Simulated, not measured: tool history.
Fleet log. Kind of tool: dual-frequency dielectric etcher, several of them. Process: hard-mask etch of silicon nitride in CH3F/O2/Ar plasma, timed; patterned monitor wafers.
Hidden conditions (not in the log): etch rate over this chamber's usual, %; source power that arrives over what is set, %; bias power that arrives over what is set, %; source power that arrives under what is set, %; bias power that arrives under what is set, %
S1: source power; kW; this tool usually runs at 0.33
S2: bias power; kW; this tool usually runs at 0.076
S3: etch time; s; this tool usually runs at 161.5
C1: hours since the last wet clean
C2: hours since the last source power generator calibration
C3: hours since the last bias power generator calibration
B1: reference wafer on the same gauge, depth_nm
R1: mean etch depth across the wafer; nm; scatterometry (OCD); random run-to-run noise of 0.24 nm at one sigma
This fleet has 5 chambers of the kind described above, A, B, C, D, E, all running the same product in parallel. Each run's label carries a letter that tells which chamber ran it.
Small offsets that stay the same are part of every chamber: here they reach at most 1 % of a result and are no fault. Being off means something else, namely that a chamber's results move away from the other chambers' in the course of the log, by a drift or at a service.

run,hour,S1,S2,S3,C1,C2,C3,B1,R1
1C,7.1,0.33,0.076,161.5,25.9,592,3692.1,92.988,107.45
2D,17,0.33,0.076,161.5,89.7,2538.8,730.7,93.023,106.56
3A,27.6,0.33,0.076,161.5,242.5,1455.2,3427.7,93.022,107.65
4E,43.5,0.33,0.076,161.5,78.3,1725.6,1462.6,93.038,107.76
5B,55,0.33,0.076,161.5,359,1948.7,349.1,92.959,106.23
6D,63.5,0.33,0.076,161.5,136.2,2585.3,777.2,93.013,106.45
7C,75.8,0.33,0.076,187,94.6,660.7,3760.8,93.03,124.7
8E,85.3,0.33,0.076,187,120.1,1767.4,1504.4,92.985,125.51
9A,92.8,0.33,0.076,187,307.7,1520.4,3492.9,93.005,124.92
# hour 96.7: chamber C: bias power generator calibrated
10B,103.7,0.33,0.076,187,407.7,1997.4,397.8,93.006,122.89
11B,118.3,0.33,0.076,187,422.3,2012,412.4,92.975,122.89
# hour 133: chamber B: wet clean of the chamber
12D,133.9,0.33,0.076,161.5,206.6,2655.7,847.6,93.032,106.55
13E,148.2,0.36,0.06,161.5,183,1830.3,1567.3,93.028,102.76
14A,158.8,0.36,0.06,161.5,373.7,1586.4,3558.9,92.996,102.71
15C,166.6,0.36,0.06,161.5,185.4,751.5,70,92.981,102.29
16E,175.6,0.36,0.06,161.5,210.4,1857.7,1594.7,92.988,102.98
# hour 184.8: chamber A: wet clean of the chamber
17B,189.3,0.36,0.06,161.5,56.3,2083,483.4,92.998,100.5
18D,203.6,0.33,0.076,161.5,276.3,2725.4,917.3,93.007,106.71
19C,213.9,0.33,0.076,161.5,232.7,798.8,117.3,93.033,107.23
20A,227,0.33,0.076,161.5,42.3,1654.6,3627.1,93.044,107.75
21E,242.9,0.33,0.083,207.5,277.7,1925,1662,93.028,143.18
22D,256.4,0.33,0.083,207.5,329.1,2778.2,970.1,92.981,141.17
23C,270.3,0.33,0.083,207.5,289.1,855.2,173.7,93.037,141.66
24B,285.7,0.33,0.083,207.5,152.7,2179.4,579.8,92.99,141.24
25A,296.3,0.33,0.083,207.5,111.6,1723.9,3696.4,92.971,142.11
26B,307.1,0.33,0.09,204.5,174.1,2200.8,601.2,92.991,142.71
27C,317.3,0.33,0.09,204.5,336.1,902.2,220.7,93.015,144.34
# hour 321.9: chamber D: wet clean of the chamber
28A,328.1,0.33,0.09,204.5,143.4,1755.7,3728.2,92.961,144.74
29E,336.3,0.33,0.09,204.5,371.1,2018.4,1755.4,93.02,145.32
30D,348.1,0.33,0.09,204.5,26.2,2869.9,1061.8,93.024,142.74
31E,357,0.33,0.076,161.5,391.8,2039.1,1776.1,92.977,107.92
32D,364.7,0.33,0.076,161.5,42.8,2886.5,1078.4,93.009,106.47
33A,375.8,0.33,0.076,199.5,191.1,1803.4,3775.9,92.984,132.94
# hour 380.9: chamber C: wet clean of the chamber
34C,385.8,0.33,0.076,199.5,4.9,970.7,289.2,93.038,132.32
35B,395.1,0.33,0.076,199.5,262.1,2288.8,689.2,92.989,131.49
36D,406.3,0.33,0.076,199.5,84.4,2928.1,1120,93.006,131.62
37B,416.5,0.33,0.076,199.5,283.5,2310.2,710.6,93.058,130.35

Next, all 5 chambers run the settings below, one line each with question marks for the results. What does each chamber give?
38A,428.1,0.33,0.076,161.5,,,,,?
38B,428.1,0.33,0.076,161.5,,,,,?
38C,428.1,0.33,0.076,161.5,,,,,?
38D,428.1,0.33,0.076,161.5,,,,,?
38E,428.1,0.33,0.076,161.5,,,,,?

run,R1
38A,107.5
38B,106.38
38C,107
38D,106.38
38E,108.36
